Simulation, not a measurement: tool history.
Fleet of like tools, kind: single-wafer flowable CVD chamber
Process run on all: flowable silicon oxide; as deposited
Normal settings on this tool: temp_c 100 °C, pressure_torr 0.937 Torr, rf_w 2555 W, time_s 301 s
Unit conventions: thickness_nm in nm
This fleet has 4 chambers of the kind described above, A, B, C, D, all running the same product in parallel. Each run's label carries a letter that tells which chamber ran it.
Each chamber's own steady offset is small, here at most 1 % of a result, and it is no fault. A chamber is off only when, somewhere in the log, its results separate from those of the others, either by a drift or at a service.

run   hour  temp_c  pressure_torr  rf_w  time_s  hours since the last thermocouple change  hours since the last RF generator calibration  hours since the last manometer calibration  read-back reference wafer on the same gauge, thickness_nm  thickness_nm
 1A   13.0     100          0.937  2555     301                                    1159.7                                          409.7                                       947.9                                                     197.07        233.21
 2B   22.5     100          0.937  2555     301                                    1626.1                                          306.0                                       639.4                                                     197.10        229.41
 3C   34.5     100          0.937  2555     301                                    2303.0                                         1106.1                                       575.4                                                     196.97        229.89
 4D   47.1     100          0.937  2555     301                                    1133.4                                          449.3                                       175.1                                                     197.06        233.06
 5D   57.0     100          0.937  2555     301                                    1143.3                                          459.2                                       185.0                                                     197.18        231.53
 6B   65.5     100          0.937  2555     301                                    1669.1                                          349.0                                       682.4                                                     196.94        229.76
 7A   72.3     100          0.937  2555     301                                    1219.0                                          469.0                                      1007.2                                                     197.03        233.21
      72.9  -- chamber D: thermocouple changed; heater temperature recalibrated
      72.9  -- chamber A: capacitance manometer re-zeroed and calibrated
 8C   84.4     100          0.937  2555     301                                    2352.9                                         1156.0                                       625.3                                                     196.84        233.11
 9B   97.6     100          0.937  2555     301                                    1701.2                                          381.1                                       714.5                                                     196.79        231.82
10D  107.8     100          0.937  2555     301                                      34.9                                          510.0                                       235.8                                                     197.08        230.25
11A  116.2      86          0.937  2820     301                                    1262.9                                          512.9                                        43.3                                                     197.09        365.22
12C  127.6      86          0.937  2820     301                                    2396.1                                         1199.2                                       668.5                                                     196.72        364.30
13B  136.7      86          0.937  2820     301                                    1740.3                                          420.2                                       753.6                                                     197.00        368.58
14C  143.4      86          0.937  2820     301                                    2411.9                                         1215.0                                       684.3                                                     197.10        365.20
15A  157.3     100          1.088  2555     301                                    1304.0                                          554.0                                        84.4                                                     197.01        275.99
16D  165.2     100          1.088  2555     301                                      92.3                                          567.4                                       293.2                                                     197.25        276.80
17A  178.0     100          1.088  2555     301                                    1324.7                                          574.7                                       105.1                                                     197.07        277.09
18C  190.2     100          1.088  2555     301                                    2458.7                                         1261.8                                       731.1                                                     196.79        278.59
19D  200.8     100          0.937  2555     301                                     127.9                                          603.0                                       328.8                                                     196.80        230.82
20B  209.6     100          0.937  2555     301                                    1813.2                                          493.1                                       826.5                                                     197.07        233.82
21D  224.2     100          0.937  2555     301                                     151.3                                          626.4                                       352.2                                                     196.88        233.05
22C  239.6     100          0.937  2555     301                                    2508.1                                         1311.2                                       780.5                                                     197.12        232.48
23B  246.2     100          0.937  2555     301                                    1849.8                                          529.7                                       863.1                                                     196.70        229.35
24A  254.9     100          0.937  2555     301                                    1401.6                                          651.6                                       182.0                                                     197.03        231.12
25D  262.4     100          0.937  2555     301                                     189.5                                          664.6                                       390.4                                                     196.81        229.54
26C  270.2     100          0.937  2720     242                                    2538.7                                         1341.8                                       811.1                                                     196.91        188.48
27B  278.2     100          0.937  2720     242                                    1881.8                                          561.7                                       895.1                                                     196.98        186.77
     284.4  -- chamber B: thermocouple changed; heater temperature recalibrated
28A  289.3     100          0.937  2720     242                                    1436.0                                          686.0                                       216.4                                                     197.06        187.92
     295.7  -- chamber C: RF generator calibrated
29B  301.5     100          0.937  2720     242                                      17.2                                          585.0                                       918.4                                                     197.11        181.66
30D  315.3     100          0.937  2555     301                                     242.4                                          717.5                                       443.3                                                     197.13        231.40
31C  323.0     100          0.937  2555     301                                    2591.5                                           27.4                                       863.9                                                     197.06        234.08
32A  333.4     100          0.937  2555     301                                    1480.1                                          730.1                                       260.5                                                     196.89        232.14
33A  342.5     100          0.937  2555     301                                    1489.2                                          739.2                                       269.6                                                     196.93        232.60
34C  357.8      91          1.056  2555     301                                    2626.3                                           62.2                                       898.7                                                     197.09        360.10
35D  368.3      91          1.056  2555     301                                     295.4                                          770.5                                       496.3                                                     196.97        361.87
     381.2  -- chamber C: thermocouple changed; heater temperature recalibrated
36B  381.7      91          1.056  2555     301                                      97.4                                          665.2                                       998.6                                                     196.94        342.65
37D  391.0      91          1.056  2555     301                                     318.1                                          793.2                                       519.0                                                     197.02        364.35
38B  400.0     100          0.937  2555     301                                     115.7                                          683.5                                      1016.9                                                     197.02        220.24
39A  414.9     100          0.937  2555     301                                    1561.6                                          811.6                                       342.0                                                     197.02        234.71
40C  429.5     100          0.937  2555     301                                      48.3                                          133.9                                       970.4                                                     197.16        230.81
41B  437.4     100          0.937  2555     301                                     153.1                                          720.9                                      1054.3                                                     196.94        221.98
42A  444.3     100          0.937  2555     301                                    1591.0                                          841.0                                       371.4                                                     197.22        231.01
43C  452.3     100          0.937  2555     301                                      71.1                                          156.7                                       993.2                                                     197.28        231.57

The same settings go to every chamber for the next run, one line per chamber below. Forecast the results for each:
44A  463.3     100          0.937  2555     301                                                                                                                                                                                                             ?
44B  463.3     100          0.937  2555     301                                                                                                                                                                                                             ?
44C  463.3     100          0.937  2555     301                                                                                                                                                                                                             ?
44D  463.3     100          0.937  2555     301                                                                                                                                                                                                             ?

run  thickness_nm
44A        230.97
44B        222.52
44C        233.63
44D        233.11

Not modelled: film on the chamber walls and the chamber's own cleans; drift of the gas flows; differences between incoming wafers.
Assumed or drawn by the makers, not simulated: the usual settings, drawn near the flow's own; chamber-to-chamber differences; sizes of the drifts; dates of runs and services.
